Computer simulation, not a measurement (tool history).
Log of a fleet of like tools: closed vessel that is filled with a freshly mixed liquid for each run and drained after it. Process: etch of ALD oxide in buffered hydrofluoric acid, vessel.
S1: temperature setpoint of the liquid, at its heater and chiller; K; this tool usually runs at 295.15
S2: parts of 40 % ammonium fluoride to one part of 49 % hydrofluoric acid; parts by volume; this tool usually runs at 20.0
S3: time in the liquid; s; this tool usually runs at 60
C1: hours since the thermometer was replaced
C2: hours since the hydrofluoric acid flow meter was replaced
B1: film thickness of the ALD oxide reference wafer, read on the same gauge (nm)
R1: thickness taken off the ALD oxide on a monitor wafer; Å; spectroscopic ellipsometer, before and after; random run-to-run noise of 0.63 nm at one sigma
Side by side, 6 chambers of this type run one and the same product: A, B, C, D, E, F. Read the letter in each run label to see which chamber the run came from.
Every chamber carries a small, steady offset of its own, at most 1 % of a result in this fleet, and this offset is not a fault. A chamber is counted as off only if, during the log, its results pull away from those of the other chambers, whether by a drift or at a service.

run,day,S1,S2,S3,C1,C2,B1,R1
1A,0.317,295.15,20.0,60,500.2,108.1,109.97,756.70
2F,0.633,295.15,20.0,60,1479.7,322.2,110.03,749.58
3D,1.100,295.15,20.0,60,312.1,882.5,109.97,766.61
4C,1.404,295.15,20.0,60,827.6,947.8,109.97,760.02
5E,1.712,295.15,20.0,60,357.8,1071.0,110.00,768.08
# day 1.842: chamber B: thermometer replaced
6B,2.088,295.15,25.5,60,5.9,460.6,110.02,636.86
7C,2.346,295.15,25.5,60,850.2,970.4,110.02,635.18
8A,2.658,295.15,25.5,60,556.4,164.3,109.98,649.43
9D,2.979,295.15,25.5,60,357.2,927.6,109.97,655.62
10F,3.438,295.15,25.5,60,1547.0,389.5,109.96,642.59
11B,3.679,295.15,25.5,60,44.1,498.8,110.05,638.16
12E,4.171,295.15,20.0,60,416.8,1130.0,110.06,760.38
# day 4.371: chamber C: hydrofluoric acid flow meter replaced
13A,4.475,295.15,20.0,60,600.0,207.9,109.97,756.64
14F,4.950,295.15,20.0,60,1583.3,425.8,110.01,763.86
# day 5.342: chamber A: thermometer replaced
15C,5.400,295.15,20.0,60,923.5,24.7,110.05,759.88
16E,5.879,295.15,20.0,60,457.8,1171.0,110.03,758.91
17D,6.375,295.15,20.0,60,438.7,1009.1,110.00,757.51
# day 6.762: chamber E: hydrofluoric acid flow meter replaced
18B,6.871,295.15,20.0,60,120.7,575.4,110.00,746.87
19A,7.162,295.15,22.5,35,43.8,272.4,109.98,409.43
20C,7.633,295.15,22.5,35,977.1,78.3,110.00,408.58
21D,8.129,295.15,22.5,35,480.8,1051.2,110.02,405.14
22E,8.458,295.15,22.5,35,519.7,40.8,110.02,400.05
23B,8.754,295.15,22.5,35,165.9,620.6,110.02,402.08
24F,9.225,295.15,22.5,35,1685.9,528.4,109.98,408.76
25E,9.675,295.15,20.0,60,548.9,70.0,110.01,761.19
26A,9.992,295.15,20.0,60,111.7,340.3,110.00,768.72
# day 10.196: chamber B: hydrofluoric acid flow meter replaced
27B,10.221,295.15,20.0,60,201.1,0.6,110.01,744.15
28C,10.542,295.15,20.0,60,1046.9,148.1,110.01,761.50
29F,10.829,295.15,20.0,60,1724.4,566.9,110.00,757.51
30D,11.179,295.15,20.0,60,554.0,1124.4,109.97,764.47
31F,11.508,298.15,22.5,60,1740.7,583.2,110.02,817.18
32C,11.733,298.15,22.5,60,1075.5,176.7,110.01,813.64
33D,12.242,298.15,22.5,60,579.5,1149.9,110.01,832.27
34A,12.479,298.15,22.5,60,171.4,400.0,110.03,836.34
35E,12.962,298.15,22.5,60,627.8,148.9,110.02,816.62
36B,13.479,298.15,22.5,60,279.3,78.8,110.04,809.58
37B,13.946,295.15,20.0,60,290.5,90.0,109.97,764.32
38F,14.242,295.15,20.0,60,1806.3,648.8,109.96,757.04

All chambers now run identical settings, listed one chamber a line with results as question marks. What results will each chamber show?
39A,14.617,291.15,20.0,60,,,,?
39B,14.617,291.15,20.0,60,,,,?
39C,14.617,291.15,20.0,60,,,,?
39D,14.617,291.15,20.0,60,,,,?
39E,14.617,291.15,20.0,60,,,,?
39F,14.617,291.15,20.0,60,,,,?

run,R1
39A,617.08
39B,599.22
39C,605.61
39D,615.13
39E,606.78
39F,599.97

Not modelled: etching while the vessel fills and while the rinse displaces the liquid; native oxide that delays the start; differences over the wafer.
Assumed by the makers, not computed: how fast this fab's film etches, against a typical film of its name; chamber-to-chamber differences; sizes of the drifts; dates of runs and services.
